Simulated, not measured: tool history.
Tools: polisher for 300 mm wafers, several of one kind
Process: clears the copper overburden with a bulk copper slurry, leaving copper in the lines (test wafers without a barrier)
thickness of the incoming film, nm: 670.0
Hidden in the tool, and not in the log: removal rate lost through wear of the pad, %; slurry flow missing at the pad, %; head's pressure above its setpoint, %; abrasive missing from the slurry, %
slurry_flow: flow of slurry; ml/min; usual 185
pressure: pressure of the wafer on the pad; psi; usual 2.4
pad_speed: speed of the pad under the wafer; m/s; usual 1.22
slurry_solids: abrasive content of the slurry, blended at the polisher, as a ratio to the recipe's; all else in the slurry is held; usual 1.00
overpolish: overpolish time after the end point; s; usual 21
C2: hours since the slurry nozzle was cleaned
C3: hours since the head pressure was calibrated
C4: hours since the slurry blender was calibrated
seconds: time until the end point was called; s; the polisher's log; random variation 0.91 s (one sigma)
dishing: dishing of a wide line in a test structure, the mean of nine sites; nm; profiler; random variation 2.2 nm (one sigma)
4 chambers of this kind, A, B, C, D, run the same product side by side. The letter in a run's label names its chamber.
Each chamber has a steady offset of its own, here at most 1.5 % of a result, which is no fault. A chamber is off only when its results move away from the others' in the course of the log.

Run 1A, hour 6.2: usual settings; wafers polished on this pad 472; C2 339.9; C3 1057.8; C4 111.6. Result: seconds 70.560 s, dishing 94.182 nm.
Run 2C, hour 10.5: usual settings; wafers polished on this pad 189; C2 484.2; C3 417.3; C4 262.6. Result: seconds 68.957 s, dishing 92.554 nm.
At hour 15.5: chamber A: worn pad replaced by a new one.
Run 3B, hour 17.4: usual settings; wafers polished on this pad 537; C2 562.6; C3 309.6; C4 173.5. Result: seconds 69.999 s, dishing 98.937 nm.
Run 4D, hour 21.8: usual settings; wafers polished on this pad 914; C2 476.3; C3 755.9; C4 149.8. Result: seconds 70.210 s, dishing 91.192 nm.
Run 5C, hour 28.7: usual settings but slurry_flow 160 ml/min, pressure 2.0 psi; wafers polished on this pad 341; C2 502.4; C3 435.5; C4 280.8. Result: seconds 86.150 s, dishing 79.765 nm.
Run 6D, hour 34.6: usual settings but slurry_flow 160 ml/min, pressure 2.0 psi; wafers polished on this pad 1021; C2 489.1; C3 768.7; C4 162.6. Result: seconds 87.385 s, dishing 81.875 nm.
Run 7A, hour 38.7: usual settings but slurry_flow 160 ml/min, pressure 2.0 psi; wafers polished on this pad 195; C2 372.4; C3 1090.3; C4 144.1. Result: seconds 86.528 s, dishing 77.710 nm.
At hour 40.3: chamber B: slurry blender recalibrated.
Run 8B, hour 45.6: usual settings but slurry_flow 160 ml/min, pressure 2.0 psi; wafers polished on this pad 773; C2 590.8; C3 337.8; C4 5.4. Result: seconds 85.862 s, dishing 85.463 nm.
At hour 46.3: chamber C: slurry blender recalibrated.
At hour 46.4: chamber A: head pressure recalibrated.
Run 9C, hour 52.2: usual settings; wafers polished on this pad 538; C2 525.9; C3 459.0; C4 5.9. Result: seconds 69.594 s, dishing 95.216 nm.
At hour 54.8: chamber D: slurry nozzle cleaned.
Run 10A, hour 58.8: usual settings; wafers polished on this pad 363; C2 392.5; C3 12.5; C4 164.2. Result: seconds 70.223 s, dishing 91.717 nm.
Run 11B, hour 63.2: usual settings; wafers polished on this pad 921; C2 608.4; C3 355.4; C4 23.0. Result: seconds 71.052 s, dishing 96.276 nm.
Run 12D, hour 69.9: usual settings; wafers polished on this pad 1318; C2 15.2; C3 804.0; C4 197.9. Result: seconds 70.047 s, dishing 98.835 nm.
Run 13A, hour 75.1: usual settings; wafers polished on this pad 500; C2 408.8; C3 28.8; C4 180.5. Result: seconds 72.795 s, dishing 92.921 nm.
At hour 78.5: chamber A: worn pad replaced by a new one.
At hour 81.2: chamber D: worn pad replaced by a new one.
Run 14D, hour 81.9: usual settings; wafers polished on this pad 6; C2 27.2; C3 816.0; C4 209.9. Result: seconds 70.189 s, dishing 95.788 nm.
At hour 83.0: chamber D: slurry blender recalibrated.
Run 15C, hour 86.5: usual settings; wafers polished on this pad 826; C2 560.2; C3 493.3; C4 40.2. Result: seconds 70.229 s, dishing 90.724 nm.
At hour 88.6: chamber C: head pressure recalibrated.
Run 16B, hour 92.6: usual settings; wafers polished on this pad 1168; C2 637.8; C3 384.8; C4 52.4. Result: seconds 70.774 s, dishing 97.147 nm.
At hour 95.4: chamber B: worn pad replaced by a new one.
Run 17B, hour 99.1: usual settings; wafers polished on this pad 31; C2 644.3; C3 391.3; C4 58.9. Result: seconds 69.169 s, dishing 96.501 nm.
Run 18A, hour 104.6: usual settings; wafers polished on this pad 219; C2 438.3; C3 58.3; C4 210.0. Result: seconds 69.617 s, dishing 94.321 nm.
Run 19D, hour 109.2: usual settings; wafers polished on this pad 235; C2 54.5; C3 843.3; C4 26.3. Result: seconds 71.198 s, dishing 93.232 nm.
Run 20C, hour 112.6: usual settings; wafers polished on this pad 1045; C2 586.3; C3 24.0; C4 66.3. Result: seconds 70.041 s, dishing 88.778 nm.
Run 21C, hour 117.0: usual settings but slurry_flow 240 ml/min, pressure 1.9 psi; wafers polished on this pad 1082; C2 590.7; C3 28.4; C4 70.7. Result: seconds 85.023 s, dishing 80.593 nm.
Run 22B, hour 120.1: usual settings but slurry_flow 240 ml/min, pressure 1.9 psi; wafers polished on this pad 207; C2 665.3; C3 412.3; C4 79.9. Result: seconds 86.191 s, dishing 81.233 nm.
Run 23A, hour 125.8: usual settings but slurry_flow 240 ml/min, pressure 1.9 psi; wafers polished on this pad 397; C2 459.5; C3 79.5; C4 231.2. Result: seconds 87.423 s, dishing 83.296 nm.
Run 24D, hour 129.0: usual settings but slurry_flow 240 ml/min, pressure 1.9 psi; wafers polished on this pad 401; C2 74.3; C3 863.1; C4 46.1. Result: seconds 86.878 s, dishing 84.432 nm.
Run 25B, hour 134.9: usual settings; wafers polished on this pad 332; C2 680.1; C3 427.1; C4 94.7. Result: seconds 71.139 s, dishing 94.995 nm.
Run 26C, hour 139.7: usual settings but slurry_solids 1.25; wafers polished on this pad 1272; C2 613.4; C3 51.1; C4 93.4. Result: seconds 68.284 s, dishing 97.728 nm.
At hour 142.5: chamber A: worn pad replaced by a new one.
Run 27D, hour 145.2: usual settings but slurry_solids 1.25; wafers polished on this pad 537; C2 90.5; C3 879.3; C4 62.3. Result: seconds 67.359 s, dishing 94.290 nm.
Run 28A, hour 149.4: usual settings but slurry_solids 1.25; wafers polished on this pad 58; C2 483.1; C3 103.1; C4 254.8. Result: seconds 69.428 s, dishing 97.360 nm.
At hour 153.1: chamber B: slurry nozzle cleaned.
Run 29C, hour 154.6: usual settings but slurry_solids 1.25; wafers polished on this pad 1397; C2 628.3; C3 66.0; C4 108.3. Result: seconds 66.475 s, dishing 92.274 nm.
At hour 159.1: chamber C: worn pad replaced by a new one.
At hour 160.7: chamber A: slurry blender recalibrated.
Run 30B, hour 161.4: usual settings but pad_speed 1.62 m/s, slurry_solids 0.75; wafers polished on this pad 554; C2 8.3; C3 453.6; C4 121.2. Result: seconds 57.386 s, dishing 105.570 nm.
Run 31D, hour 167.1: usual settings but pad_speed 1.62 m/s, slurry_solids 0.75; wafers polished on this pad 721; C2 112.4; C3 901.2; C4 84.2. Result: seconds 57.730 s, dishing 105.050 nm.
Run 32A, hour 172.7: usual settings but pad_speed 1.62 m/s, slurry_solids 0.75; wafers polished on this pad 253; C2 506.4; C3 126.4; C4 12.1. Result: seconds 56.381 s, dishing 102.640 nm.
Run 33A, hour 176.3: usual settings but pad_speed 1.62 m/s, slurry_solids 0.75; wafers polished on this pad 284; C2 510.0; C3 130.0; C4 15.7. Result: seconds 56.965 s, dishing 106.870 nm.
Run 34B, hour 180.4: usual settings; wafers polished on this pad 713; C2 27.3; C3 472.6; C4 140.2. Result: seconds 70.934 s, dishing 97.025 nm.
At hour 181.3: chamber C: slurry nozzle cleaned.
Run 35D, hour 185.7: usual settings; wafers polished on this pad 877; C2 131.0; C3 919.8; C4 102.8. Result: seconds 71.002 s, dishing 96.139 nm.
Run 36C, hour 192.4: usual settings; wafers polished on this pad 279; C2 11.1; C3 103.8; C4 146.1. Result: seconds 69.006 s, dishing 92.389 nm.
At hour 197.5: chamber A: slurry nozzle cleaned.
Run 37D, hour 198.6: usual settings; wafers polished on this pad 985; C2 143.9; C3 932.7; C4 115.7. Result: seconds 71.109 s, dishing 96.684 nm.
Run 38C, hour 202.1: usual settings; wafers polished on this pad 361; C2 20.8; C3 113.5; C4 155.8. Result: seconds 70.794 s, dishing 92.801 nm.
Run 39B, hour 208.5: usual settings but pressure 1.9 psi, overpolish 28 s; wafers polished on this pad 949; C2 55.4; C3 500.7; C4 168.3. Result: seconds 90.263 s, dishing 91.486 nm.
Run 40A, hour 213.9: usual settings but pressure 1.9 psi, overpolish 28 s; wafers polished on this pad 599; C2 16.4; C3 167.6; C4 53.3. Result: seconds 92.382 s, dishing 89.814 nm.
At hour 217.4: chamber A: worn pad replaced by a new one.
Run 41C, hour 218.3: usual settings but pressure 1.9 psi, overpolish 28 s; wafers polished on this pad 497; C2 37.0; C3 129.7; C4 172.0. Result: seconds 89.014 s, dishing 90.565 nm.
Run 42A, hour 221.4: usual settings but pressure 1.9 psi, overpolish 28 s; wafers polished on this pad 34; C2 23.9; C3 175.1; C4 60.8. Result: seconds 91.323 s, dishing 91.965 nm.
Run 43D, hour 225.4: usual settings; wafers polished on this pad 1210; C2 170.7; C3 959.5; C4 142.5. Result: seconds 71.933 s, dishing 95.146 nm.
Run 44B, hour 232.1: usual settings but pressure 1.7 psi, slurry_solids 1.25; wafers polished on this pad 1147; C2 79.0; C3 524.3; C4 191.9. Result: seconds 96.274 s, dishing 72.594 nm.

Next, every chamber runs the same settings. What will each give?
Run 45A, hour 237.0: usual settings. Result: seconds ?, dishing ?.
Run 45B, hour 237.0: usual settings. Result: seconds ?, dishing ?.
Run 45C, hour 237.0: usual settings. Result: seconds ?, dishing ?.
Run 45D, hour 237.0: usual settings. Result: seconds ?, dishing ?.

run  seconds  dishing
45A   72.396   97.759
45B   71.193   96.435
45C   70.314   93.878
45D   69.586   95.918

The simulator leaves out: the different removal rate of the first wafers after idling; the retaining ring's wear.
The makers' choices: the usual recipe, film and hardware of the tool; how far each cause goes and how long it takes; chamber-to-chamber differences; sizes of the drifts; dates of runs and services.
